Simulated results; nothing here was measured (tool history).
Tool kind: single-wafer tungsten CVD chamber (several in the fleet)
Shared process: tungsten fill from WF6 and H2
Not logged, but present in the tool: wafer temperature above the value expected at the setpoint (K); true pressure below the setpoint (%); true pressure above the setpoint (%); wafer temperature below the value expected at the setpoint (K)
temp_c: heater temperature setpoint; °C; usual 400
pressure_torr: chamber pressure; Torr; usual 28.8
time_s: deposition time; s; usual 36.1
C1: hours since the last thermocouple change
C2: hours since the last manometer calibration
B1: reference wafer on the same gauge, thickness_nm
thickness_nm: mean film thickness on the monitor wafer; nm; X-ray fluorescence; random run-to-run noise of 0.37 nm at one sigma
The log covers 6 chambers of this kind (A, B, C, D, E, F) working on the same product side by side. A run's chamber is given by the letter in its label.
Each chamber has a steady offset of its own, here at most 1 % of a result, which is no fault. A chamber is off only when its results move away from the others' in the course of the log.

At hour 4.5: chamber E: capacitance manometer re-zeroed and calibrated.
Run 1E, hour 9.1: usual settings; C1 2007.5; C2 4.6; B1 105.95. Result: thickness_nm 101.770 nm.
At hour 10.3: chamber E: thermocouple changed; heater temperature recalibrated.
Run 2C, hour 15.2: usual settings; C1 1121.1; C2 944.3; B1 105.89. Result: thickness_nm 102.710 nm.
Run 3B, hour 25.8: usual settings; C1 80.7; C2 328.1; B1 105.99. Result: thickness_nm 103.350 nm.
Run 4D, hour 32.1: usual settings; C1 61.7; C2 1071.0; B1 106.11. Result: thickness_nm 103.880 nm.
Run 5F, hour 38.7: usual settings; C1 2321.9; C2 1267.3; B1 106.09. Result: thickness_nm 102.760 nm.
Run 6A, hour 45.3: usual settings; C1 272.8; C2 153.8; B1 105.92. Result: thickness_nm 103.650 nm.
Run 7E, hour 51.8: usual settings; C1 41.6; C2 47.3; B1 106.05. Result: thickness_nm 101.790 nm.
Run 8D, hour 59.3: usual settings but pressure_torr 31.2 Torr, time_s 38.5 s; C1 88.9; C2 1098.2; B1 106.07. Result: thickness_nm 114.380 nm.
Run 9C, hour 64.5: usual settings but pressure_torr 31.2 Torr, time_s 38.5 s; C1 1170.4; C2 993.6; B1 106.10. Result: thickness_nm 114.260 nm.
Run 10B, hour 72.3: usual settings but pressure_torr 31.2 Torr, time_s 38.5 s; C1 127.2; C2 374.6; B1 105.94. Result: thickness_nm 114.160 nm.
Run 11F, hour 82.7: usual settings but pressure_torr 31.2 Torr, time_s 38.5 s; C1 2365.9; C2 1311.3; B1 106.03. Result: thickness_nm 114.880 nm.
Run 12A, hour 92.8: usual settings but pressure_torr 31.2 Torr, time_s 38.5 s; C1 320.3; C2 201.3; B1 106.06. Result: thickness_nm 114.590 nm.
Run 13C, hour 98.8: usual settings but pressure_torr 31.2 Torr, time_s 38.5 s; C1 1204.7; C2 1027.9; B1 106.03. Result: thickness_nm 114.850 nm.
Run 14A, hour 108.3: usual settings; C1 335.8; C2 216.8; B1 106.07. Result: thickness_nm 103.420 nm.
Run 15B, hour 116.4: usual settings; C1 171.3; C2 418.7; B1 105.97. Result: thickness_nm 102.710 nm.
Run 16F, hour 124.9: usual settings; C1 2408.1; C2 1353.5; B1 106.05. Result: thickness_nm 103.320 nm.
Run 17D, hour 131.8: usual settings; C1 161.4; C2 1170.7; B1 106.04. Result: thickness_nm 103.060 nm.
Run 18E, hour 137.5: usual settings; C1 127.3; C2 133.0; B1 106.02. Result: thickness_nm 102.210 nm.
Run 19A, hour 147.6: usual settings; C1 375.1; C2 256.1; B1 106.00. Result: thickness_nm 102.950 nm.
Run 20F, hour 156.6: usual settings; C1 2439.8; C2 1385.2; B1 105.98. Result: thickness_nm 103.180 nm.
Run 21B, hour 164.2: usual settings; C1 219.1; C2 466.5; B1 105.99. Result: thickness_nm 103.260 nm.
Run 22D, hour 172.2: usual settings; C1 201.8; C2 1211.1; B1 105.93. Result: thickness_nm 103.220 nm.
At hour 173.3: chamber F: thermocouple changed; heater temperature recalibrated.
Run 23E, hour 178.7: usual settings; C1 168.5; C2 174.2; B1 105.99. Result: thickness_nm 102.010 nm.
Run 24C, hour 187.0: usual settings; C1 1292.9; C2 1116.1; B1 105.98. Result: thickness_nm 105.170 nm.
Run 25A, hour 194.5: usual settings; C1 422.0; C2 303.0; B1 105.98. Result: thickness_nm 104.390 nm.
Run 26E, hour 200.9: usual settings; C1 190.7; C2 196.4; B1 106.01. Result: thickness_nm 102.380 nm.
Run 27F, hour 207.7: usual settings; C1 34.4; C2 1436.3; B1 106.04. Result: thickness_nm 103.090 nm.
Run 28D, hour 212.4: usual settings; C1 242.0; C2 1251.3; B1 106.00. Result: thickness_nm 102.110 nm.
Run 29C, hour 222.9: usual settings; C1 1328.8; C2 1152.0; B1 105.95. Result: thickness_nm 105.040 nm.
Run 30B, hour 228.2: usual settings; C1 283.1; C2 530.5; B1 106.02. Result: thickness_nm 103.100 nm.
Run 31A, hour 235.6: usual settings; C1 463.1; C2 344.1; B1 106.16. Result: thickness_nm 103.440 nm.
Run 32C, hour 243.9: usual settings; C1 1349.8; C2 1173.0; B1 105.92. Result: thickness_nm 105.220 nm.
Run 33B, hour 252.1: usual settings; C1 307.0; C2 554.4; B1 106.02. Result: thickness_nm 102.700 nm.
Run 34D, hour 260.2: usual settings; C1 289.8; C2 1299.1; B1 105.89. Result: thickness_nm 103.050 nm.
Run 35F, hour 264.9: usual settings; C1 91.6; C2 1493.5; B1 105.97. Result: thickness_nm 102.930 nm.
Run 36E, hour 271.5: usual settings; C1 261.3; C2 267.0; B1 105.95. Result: thickness_nm 102.030 nm.
Run 37D, hour 280.5: usual settings but time_s 29.2 s; C1 310.1; C2 1319.4; B1 105.96. Result: thickness_nm 83.063 nm.

Is one chamber out of step, is the gauge drifting, or do the chambers differ by no more than their own small offsets? For an off chamber, give its letter and the likeliest cause.

Little by little, chamber C moves away from the other chambers.
Most likely cause: true pressure above the setpoint (%) = 6.63.
It could be hard to tell apart here from: wafer temperature above the value expected at the setpoint (K).

Below are 4 candidate recipes for chamber C's next run, each the usual settings with a change, their results shown as question marks. Which of them brings C's results back in line with what the other chambers give on the usual settings?
Allowed miss from the other chambers' usual-settings mean, per result, to count as in line: thickness_nm 1.300 nm
Run 38C-1, hour 288.3: usual settings but temp_c 401 °C, time_s 36.5 s. Result: thickness_nm ?.
Run 38C-2, hour 288.3: usual settings but time_s 35.0 s. Result: thickness_nm ?.
Run 38C-3, hour 288.3: usual settings but time_s 36.0 s. Result: thickness_nm ?.
Run 38C-4, hour 288.3: usual settings but time_s 36.2 s. Result: thickness_nm ?.

What the other chambers average on the usual settings: thickness_nm 102.840 nm
  run  thickness_nm
38C-1       109.070
38C-2       102.700
38C-3       105.640
38C-4       106.230
With 38C-2, the chamber falls back in line with the rest.
